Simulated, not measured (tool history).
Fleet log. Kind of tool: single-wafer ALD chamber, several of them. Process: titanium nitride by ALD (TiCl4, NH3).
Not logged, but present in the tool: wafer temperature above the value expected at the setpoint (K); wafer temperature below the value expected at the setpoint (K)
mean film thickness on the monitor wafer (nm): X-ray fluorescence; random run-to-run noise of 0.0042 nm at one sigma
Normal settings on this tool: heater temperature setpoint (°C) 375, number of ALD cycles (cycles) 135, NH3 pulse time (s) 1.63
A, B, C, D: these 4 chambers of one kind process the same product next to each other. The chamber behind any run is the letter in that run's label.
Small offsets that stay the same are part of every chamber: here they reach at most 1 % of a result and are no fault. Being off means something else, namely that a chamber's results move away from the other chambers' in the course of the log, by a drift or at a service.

run	hour	heater temperature setpoint (°C)	number of ALD cycles (cycles)	NH3 pulse time (s)	hours since the last thermocouple change	read-back reference wafer on the same gauge, thickness_nm	mean film thickness on the monitor wafer (nm)
1C	10.8	375	135	1.63	638.8	2.6704	2.8725
2A	20	375	135	1.63	835.4	2.6706	2.8947
3B	34.5	375	135	1.63	2023.5	2.672	2.8961
4D	50.4	375	135	1.63	1044.2	2.6726	2.882
5C	60.7	375	135	1.63	688.7	2.6732	2.8823
6D	68.8	375	135	1.63	1062.6	2.6742	2.8732
7A	78.9	375	135	1.63	894.3	2.6733	2.8895
8B	93.9	375	135	1.63	2082.9	2.6753	2.9066
9A	101.3	375	135	1.63	916.7	2.6761	2.8937
10D	111.6	375	135	1.63	1105.4	2.6769	2.8844
11C	121.1	375	135	1.63	749.1	2.6757	2.8853
12B	136.6	375	135	1.63	2125.6	2.6775	2.9049
13D	148.6	375	135	1.63	1142.4	2.6781	2.8847
14B	164	375	135	1.63	2153	2.6787	2.9105
15C	179.7	375	115	2.13	807.7	2.6793	2.5017
16A	193.9	375	115	2.13	1009.3	2.68	2.5163
17B	210	375	115	2.13	2199	2.681	2.5192
18C	219.6	375	115	2.13	847.6	2.6812	2.5066
19D	230.3	383	135	1.25	1224.1	2.681	2.8649
20A	242.1	383	135	1.25	1057.5	2.6827	2.8862
21D	253.9	383	135	1.25	1247.7	2.683	2.877
22A	269.6	383	135	1.25	1085	2.6844	2.8869
23B	277.5	375	135	1.63	2266.5	2.6841	2.9104
24C	285.4	375	135	1.63	913.4	2.6858	2.8902
25D	292.6	367	135	1.63	1286.4	2.6864	2.8343
26C	302.4	367	135	1.63	930.4	2.6857	2.839

One chamber off, gauge drift, or nothing amiss beyond the chambers' own small offsets? If it is a chamber, which one, and what is the likeliest cause?

The shared gauge is drifting. All chambers look as if they move in step, but none is off.
Likeliest cause: gauge reads high (%) = 0.61.
